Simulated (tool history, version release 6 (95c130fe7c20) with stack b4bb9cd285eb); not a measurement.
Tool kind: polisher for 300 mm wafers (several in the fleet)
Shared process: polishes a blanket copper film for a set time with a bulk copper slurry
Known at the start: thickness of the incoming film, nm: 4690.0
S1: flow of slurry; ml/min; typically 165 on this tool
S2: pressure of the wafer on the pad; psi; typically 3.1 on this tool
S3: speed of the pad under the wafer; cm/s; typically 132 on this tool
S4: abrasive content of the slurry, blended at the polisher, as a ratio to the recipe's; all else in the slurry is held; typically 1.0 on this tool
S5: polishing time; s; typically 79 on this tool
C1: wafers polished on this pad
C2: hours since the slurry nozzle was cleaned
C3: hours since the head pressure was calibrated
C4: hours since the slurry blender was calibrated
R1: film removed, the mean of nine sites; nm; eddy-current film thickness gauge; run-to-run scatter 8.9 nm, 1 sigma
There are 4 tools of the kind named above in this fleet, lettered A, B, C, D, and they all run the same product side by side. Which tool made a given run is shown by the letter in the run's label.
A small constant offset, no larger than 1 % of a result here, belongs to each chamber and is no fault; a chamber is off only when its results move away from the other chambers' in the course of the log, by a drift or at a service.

run	hour	S1	S2	S3	S4	S5	C1	C2	C3	C4	R1
1D	8.6	165	3.1	132	1.0	79	106	140.5	128.9	67.3	1069.20
# hour 9.2: chamber C: worn pad replaced by a new one
2B	17.8	165	3.1	132	1.0	79	328	309.8	287.5	208.4	1061.80
# hour 21.5: chamber A: worn pad replaced by a new one
3C	26.1	165	3.1	132	1.0	79	205	138.5	540.3	195.0	1081.50
4A	31.2	165	3.1	132	1.0	79	118	258.6	632.2	57.9	1071.50
5C	39.3	165	3.1	132	1.0	79	366	151.7	553.5	208.2	1069.40
# hour 39.5: chamber B: head pressure recalibrated
# hour 42.3: chamber B: worn pad replaced by a new one
6B	47.0	165	3.1	132	1.0	79	57	339.0	7.6	237.6	1069.80
7A	53.9	165	3.1	132	1.0	79	394	281.3	654.9	80.6	1070.80
# hour 57.3: chamber C: slurry blender recalibrated
8D	59.6	165	3.1	132	1.0	79	726	191.5	179.9	118.3	1072.80
9A	65.3	165	3.1	150	1.0	79	532	292.7	666.3	92.0	1191.80
10D	71.1	165	3.1	150	1.0	79	865	203.0	191.4	129.8	1198.50
# hour 73.9: chamber D: slurry blender recalibrated
# hour 77.9: chamber C: worn pad replaced by a new one
11C	78.4	165	3.1	150	1.0	79	6	190.8	592.6	21.1	1209.30
# hour 85.5: chamber D: worn pad replaced by a new one
12B	86.2	165	3.1	150	1.0	79	533	378.2	46.8	276.8	1199.70
# hour 89.5: chamber A: head pressure recalibrated
# hour 91.2: chamber B: worn pad replaced by a new one
13D	91.8	165	3.1	132	1.2	60	76	223.7	212.1	18.0	841.92
# hour 94.2: chamber A: slurry blender recalibrated
14C	99.8	165	3.1	132	1.2	60	266	212.2	614.0	42.5	851.14
15B	105.0	165	3.1	132	1.2	60	168	397.0	65.6	295.6	849.24
16A	110.5	165	3.1	132	1.2	60	1081	337.9	21.1	16.3	834.48
# hour 111.2: chamber B: slurry blender recalibrated
17B	116.5	165	3.1	132	1.0	79	308	408.5	77.1	5.4	1065.90
18D	124.0	165	3.1	132	1.0	79	467	255.9	244.3	50.2	1079.40
# hour 129.3: chamber A: worn pad replaced by a new one
19C	133.8	165	3.1	132	1.0	79	679	246.2	648.0	76.5	1074.70
# hour 135.3: chamber B: worn pad replaced by a new one
20A	143.0	165	3.1	132	1.0	79	167	370.4	53.6	48.8	1074.00
# hour 145.7: chamber C: worn pad replaced by a new one
# hour 150.4: chamber D: worn pad replaced by a new one
21A	151.0	165	3.1	132	1.0	79	264	378.4	61.6	56.8	1070.50
22D	160.7	165	3.1	132	1.0	79	125	292.6	281.0	86.9	1078.40
23B	167.0	165	3.1	132	1.0	96	385	459.0	127.6	55.9	1285.70
24C	174.5	165	3.1	132	1.0	96	350	286.9	688.7	117.2	1298.10
# hour 182.2: chamber B: worn pad replaced by a new one
25A	182.5	165	3.1	132	1.0	96	646	409.9	93.1	88.3	1289.60
# hour 189.6: chamber C: slurry nozzle cleaned
26C	191.8	165	3.1	132	1.0	96	560	2.2	706.0	134.5	1311.40
# hour 198.0: chamber D: slurry blender recalibrated
27D	199.8	165	3.1	132	1.0	79	600	331.7	320.1	1.9	1054.70
28B	206.2	165	3.1	132	1.0	79	292	498.2	166.8	95.1	1064.70
# hour 212.8: chamber B: slurry nozzle cleaned
29A	214.7	165	3.1	132	1.0	79	1037	442.1	125.3	120.5	1079.80
30B	221.4	165	3.1	132	1.0	79	476	8.6	182.0	110.3	1071.00
31D	229.2	165	3.1	132	1.0	79	957	361.1	349.5	31.3	1049.80

Read the log: is a single chamber off, either drifting away or since a service, is the gauge that measures every chamber drifting, or is nothing wrong beyond small per-chamber offsets? Name any odd chamber and what most likely caused it.

Beyond each chamber's small constant offset nothing stands out, and the gauge stays steady.
